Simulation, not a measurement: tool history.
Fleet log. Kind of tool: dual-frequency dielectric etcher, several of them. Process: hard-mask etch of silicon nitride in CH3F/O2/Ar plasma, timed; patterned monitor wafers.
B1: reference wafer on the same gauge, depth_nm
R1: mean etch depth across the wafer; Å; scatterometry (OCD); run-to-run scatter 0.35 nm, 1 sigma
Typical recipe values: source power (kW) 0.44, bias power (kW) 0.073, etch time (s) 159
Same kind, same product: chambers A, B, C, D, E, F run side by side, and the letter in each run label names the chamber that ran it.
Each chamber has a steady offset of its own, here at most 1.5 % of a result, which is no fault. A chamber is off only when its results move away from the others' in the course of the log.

run 1D hour=2.9 | source_power_(kW)=0.44 bias_power_(kW)=0.073 etch_time_(s)=159 | B1=112.97 | R1=1167.6
run 2C hour=6.4 | source_power_(kW)=0.44 bias_power_(kW)=0.073 etch_time_(s)=159 | B1=112.97 | R1=1155.5
run 3E hour=9.5 | source_power_(kW)=0.44 bias_power_(kW)=0.073 etch_time_(s)=159 | B1=113.08 | R1=1162.2
run 4B hour=12.7 | source_power_(kW)=0.44 bias_power_(kW)=0.073 etch_time_(s)=159 | B1=112.97 | R1=1160.4
run 5A hour=17.4 | source_power_(kW)=0.44 bias_power_(kW)=0.073 etch_time_(s)=159 | B1=112.9 | R1=1150.7
run 6F hour=21.3 | source_power_(kW)=0.44 bias_power_(kW)=0.073 etch_time_(s)=159 | B1=112.91 | R1=1168.8
run 7B hour=24.3 | source_power_(kW)=0.44 bias_power_(kW)=0.073 etch_time_(s)=159 | B1=112.97 | R1=1153.2
run 8A hour=26.9 | source_power_(kW)=0.44 bias_power_(kW)=0.073 etch_time_(s)=159 | B1=113.09 | R1=1145.7
run 9E hour=32.7 | source_power_(kW)=0.44 bias_power_(kW)=0.073 etch_time_(s)=159 | B1=113.07 | R1=1169
run 10C hour=37.3 | source_power_(kW)=0.44 bias_power_(kW)=0.086 etch_time_(s)=159 | B1=112.99 | R1=1225.4
run 11D hour=42.8 | source_power_(kW)=0.44 bias_power_(kW)=0.086 etch_time_(s)=159 | B1=112.95 | R1=1223.3
run 12F hour=48.3 | source_power_(kW)=0.44 bias_power_(kW)=0.086 etch_time_(s)=159 | B1=113.03 | R1=1239.6
run 13E hour=53.1 | source_power_(kW)=0.44 bias_power_(kW)=0.086 etch_time_(s)=159 | B1=112.98 | R1=1231.5
run 14A hour=58 | source_power_(kW)=0.44 bias_power_(kW)=0.086 etch_time_(s)=159 | B1=112.97 | R1=1212
run 15D hour=62.6 | source_power_(kW)=0.44 bias_power_(kW)=0.086 etch_time_(s)=159 | B1=113.05 | R1=1218.2
run 16B hour=65.7 | source_power_(kW)=0.44 bias_power_(kW)=0.073 etch_time_(s)=159 | B1=113.01 | R1=1156.4
run 17C hour=68.8 | source_power_(kW)=0.44 bias_power_(kW)=0.073 etch_time_(s)=159 | B1=112.92 | R1=1162.8
run 18F hour=72.2 | source_power_(kW)=0.44 bias_power_(kW)=0.073 etch_time_(s)=159 | B1=112.94 | R1=1165.8
run 19F hour=76.8 | source_power_(kW)=0.44 bias_power_(kW)=0.073 etch_time_(s)=159 | B1=113.04 | R1=1167.6
run 20C hour=80.2 | source_power_(kW)=0.44 bias_power_(kW)=0.073 etch_time_(s)=159 | B1=112.99 | R1=1161.4
run 21D hour=83.8 | source_power_(kW)=0.44 bias_power_(kW)=0.073 etch_time_(s)=159 | B1=113.03 | R1=1151.2
run 22B hour=88.6 | source_power_(kW)=0.44 bias_power_(kW)=0.073 etch_time_(s)=159 | B1=113.07 | R1=1162
run 23A hour=92.8 | source_power_(kW)=0.44 bias_power_(kW)=0.073 etch_time_(s)=159 | B1=113.05 | R1=1148.2
run 24E hour=96.6 | source_power_(kW)=0.44 bias_power_(kW)=0.073 etch_time_(s)=159 | B1=112.98 | R1=1173.6
run 25F hour=99.2 | source_power_(kW)=0.44 bias_power_(kW)=0.073 etch_time_(s)=159 | B1=112.87 | R1=1172.3
run 26E hour=103 | source_power_(kW)=0.44 bias_power_(kW)=0.073 etch_time_(s)=159 | B1=113.04 | R1=1165.4
run 27B hour=107 | source_power_(kW)=0.44 bias_power_(kW)=0.073 etch_time_(s)=159 | B1=112.95 | R1=1161.7
run 28C hour=110.6 | source_power_(kW)=0.44 bias_power_(kW)=0.073 etch_time_(s)=159 | B1=113.06 | R1=1153.4
run 29D hour=113.6 | source_power_(kW)=0.44 bias_power_(kW)=0.073 etch_time_(s)=159 | B1=113 | R1=1140.8
-- hour=116.7 chamber A: wet clean of the chamber
run 30A hour=117.7 | source_power_(kW)=0.44 bias_power_(kW)=0.073 etch_time_(s)=159 | B1=112.98 | R1=1137.4
run 31A hour=122 | source_power_(kW)=0.44 bias_power_(kW)=0.073 etch_time_(s)=159 | B1=113 | R1=1144.8
run 32E hour=124.5 | source_power_(kW)=0.44 bias_power_(kW)=0.073 etch_time_(s)=159 | B1=113.01 | R1=1166.7
run 33F hour=128.6 | source_power_(kW)=0.44 bias_power_(kW)=0.073 etch_time_(s)=159 | B1=113 | R1=1167
run 34D hour=132.5 | source_power_(kW)=0.44 bias_power_(kW)=0.073 etch_time_(s)=159 | B1=113.01 | R1=1132.9
run 35B hour=138.2 | source_power_(kW)=0.44 bias_power_(kW)=0.073 etch_time_(s)=159 | B1=113.01 | R1=1159.5
run 36C hour=143.7 | source_power_(kW)=0.38 bias_power_(kW)=0.087 etch_time_(s)=159 | B1=112.96 | R1=1157.3
run 37E hour=147.8 | source_power_(kW)=0.38 bias_power_(kW)=0.087 etch_time_(s)=159 | B1=112.93 | R1=1164.7
run 38B hour=151.7 | source_power_(kW)=0.38 bias_power_(kW)=0.087 etch_time_(s)=159 | B1=113.03 | R1=1166.8
run 39F hour=157.1 | source_power_(kW)=0.38 bias_power_(kW)=0.087 etch_time_(s)=159 | B1=113.02 | R1=1177.1

Predict what each chamber gives when all 6 of them run the settings below next.
run 40A hour=161.2 | source_power_(kW)=0.53 bias_power_(kW)=0.073 etch_time_(s)=159 | R1=?
run 40B hour=161.2 | source_power_(kW)=0.53 bias_power_(kW)=0.073 etch_time_(s)=159 | R1=?
run 40C hour=161.2 | source_power_(kW)=0.53 bias_power_(kW)=0.073 etch_time_(s)=159 | R1=?
run 40D hour=161.2 | source_power_(kW)=0.53 bias_power_(kW)=0.073 etch_time_(s)=159 | R1=?
run 40E hour=161.2 | source_power_(kW)=0.53 bias_power_(kW)=0.073 etch_time_(s)=159 | R1=?
run 40F hour=161.2 | source_power_(kW)=0.53 bias_power_(kW)=0.073 etch_time_(s)=159 | R1=?

run=40A R1=1228.5
run=40B R1=1244.2
run=40C R1=1238.1
run=40D R1=1206.3
run=40E R1=1255.1
run=40F R1=1258.7
